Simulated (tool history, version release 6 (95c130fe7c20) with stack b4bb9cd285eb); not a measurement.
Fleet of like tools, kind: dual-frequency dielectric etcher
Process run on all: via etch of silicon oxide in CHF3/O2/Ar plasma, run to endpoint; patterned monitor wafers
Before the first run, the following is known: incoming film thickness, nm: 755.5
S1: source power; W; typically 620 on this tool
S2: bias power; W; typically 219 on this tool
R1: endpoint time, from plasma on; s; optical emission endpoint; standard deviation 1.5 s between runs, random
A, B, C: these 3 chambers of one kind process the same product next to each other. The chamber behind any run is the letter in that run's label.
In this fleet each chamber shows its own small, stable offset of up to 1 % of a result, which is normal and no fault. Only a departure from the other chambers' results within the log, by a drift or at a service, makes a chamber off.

Run 1A, hour 5.7: usual settings. Result: R1 353.02 s.
Run 2C, hour 9.5: usual settings. Result: R1 353.62 s.
Run 3B, hour 14.4: usual settings. Result: R1 352.71 s.
Run 4A, hour 18: usual settings. Result: R1 353.16 s.
Run 5B, hour 24.5: usual settings. Result: R1 353.92 s.
Run 6C, hour 31.1: usual settings. Result: R1 350.92 s.
Run 7C, hour 34.7: usual settings. Result: R1 352.81 s.
Run 8A, hour 39: usual settings but S1 540 W, S2 238 W. Result: R1 363.64 s.
Run 9B, hour 44: usual settings but S1 540 W, S2 238 W. Result: R1 362.05 s.
Run 10B, hour 47.3: usual settings but S1 540 W, S2 238 W. Result: R1 358.11 s.
Run 11C, hour 53: usual settings. Result: R1 349.69 s.
Run 12A, hour 56: usual settings. Result: R1 353.58 s.
Run 13A, hour 59.2: usual settings. Result: R1 354.54 s.
Run 14C, hour 63.2: usual settings. Result: R1 349.4 s.
At hour 65.8: chamber B: wet clean of the chamber.
Run 15B, hour 66.4: usual settings. Result: R1 354.75 s.
Run 16B, hour 71.4: usual settings but S2 250 W. Result: R1 338.85 s.
Run 17C, hour 74.3: usual settings but S2 250 W. Result: R1 327.03 s.
Run 18A, hour 77.7: usual settings but S2 250 W. Result: R1 336.27 s.
Run 19B, hour 81.5: usual settings. Result: R1 353.15 s.
Run 20C, hour 86.8: usual settings. Result: R1 339.6 s.
Run 21A, hour 91.8: usual settings. Result: R1 351.07 s.

Which is it: a chamber that has drifted or been left off by a service, a gauge drift common to all chambers, or only each chamber's usual small offset? If a chamber is off, name it and its likeliest cause.

One chamber, C, drifts off from the rest bit by bit.
Most likely cause: etch rate over this chamber's usual, % = 5.

Below are 4 candidate recipes for chamber C's next run, each the usual settings with a change, their results shown as question marks. Which of them brings C's results back in line with what the other chambers give on the usual settings?
In line means no further than this from the other chambers' mean on the usual settings: R1 5.1 s
Run 22C-1, hour 96.6: usual settings but S1 610 W, S2 215 W. Result: R1 ?.
Run 22C-2, hour 96.6: usual settings but S2 248 W. Result: R1 ?.
Run 22C-3, hour 96.6: usual settings but S1 580 W, S2 206 W. Result: R1 ?.
Run 22C-4, hour 96.6: usual settings but S1 630 W, S2 223 W. Result: R1 ?.

Mean of the other chambers on the usual settings: R1 352.27 s
  run      R1
22C-1  340.09
22C-2  321.31
22C-3  351.82
22C-4  331.71
22C-3 brings the chamber back in line.
